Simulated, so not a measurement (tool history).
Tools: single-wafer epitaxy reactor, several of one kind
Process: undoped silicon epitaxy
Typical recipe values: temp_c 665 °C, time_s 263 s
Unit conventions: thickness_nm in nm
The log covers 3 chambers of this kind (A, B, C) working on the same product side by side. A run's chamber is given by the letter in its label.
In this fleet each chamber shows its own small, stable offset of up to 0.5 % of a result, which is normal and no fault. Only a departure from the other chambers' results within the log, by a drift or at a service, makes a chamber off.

run	hour	temp_c	time_s	read-back reference wafer on the same gauge, thickness_nm	thickness_nm
1C	7.7	665	263	66.911	61.350
2A	11.6	665	263	66.874	60.952
3B	15.4	665	263	66.993	60.892
4C	21.2	665	263	66.947	61.070
5A	27.8	665	230	66.882	53.313
6B	35.2	665	230	66.937	53.383
7C	38.8	665	230	66.963	53.502
8A	44.7	665	263	66.862	61.273
9B	49.3	665	263	66.865	61.500
10B	55.7	665	263	66.925	61.726
# hour 57.1: chamber C: pyrometer calibrated
11A	60.0	665	263	66.930	60.807
12C	66.7	665	263	66.888	61.040
13A	74.9	665	263	66.860	61.022
14C	79.1	665	263	66.966	60.570
15B	84.9	665	263	66.882	63.058
16B	91.4	665	263	66.931	62.718
17C	95.8	665	263	66.867	61.652
18A	101.9	665	263	66.976	61.222
19C	110.1	665	263	66.944	61.346
20B	113.7	665	263	66.927	63.977
21A	121.6	665	263	66.934	60.700

For the next run the whole fleet of 3 chambers uses the same settings. Give each chamber's results:
22A	127.5	657	263		?
22B	127.5	657	263		?
22C	127.5	657	263		?

run	thickness_nm
22A	51.061
22B	54.372
22C	51.321

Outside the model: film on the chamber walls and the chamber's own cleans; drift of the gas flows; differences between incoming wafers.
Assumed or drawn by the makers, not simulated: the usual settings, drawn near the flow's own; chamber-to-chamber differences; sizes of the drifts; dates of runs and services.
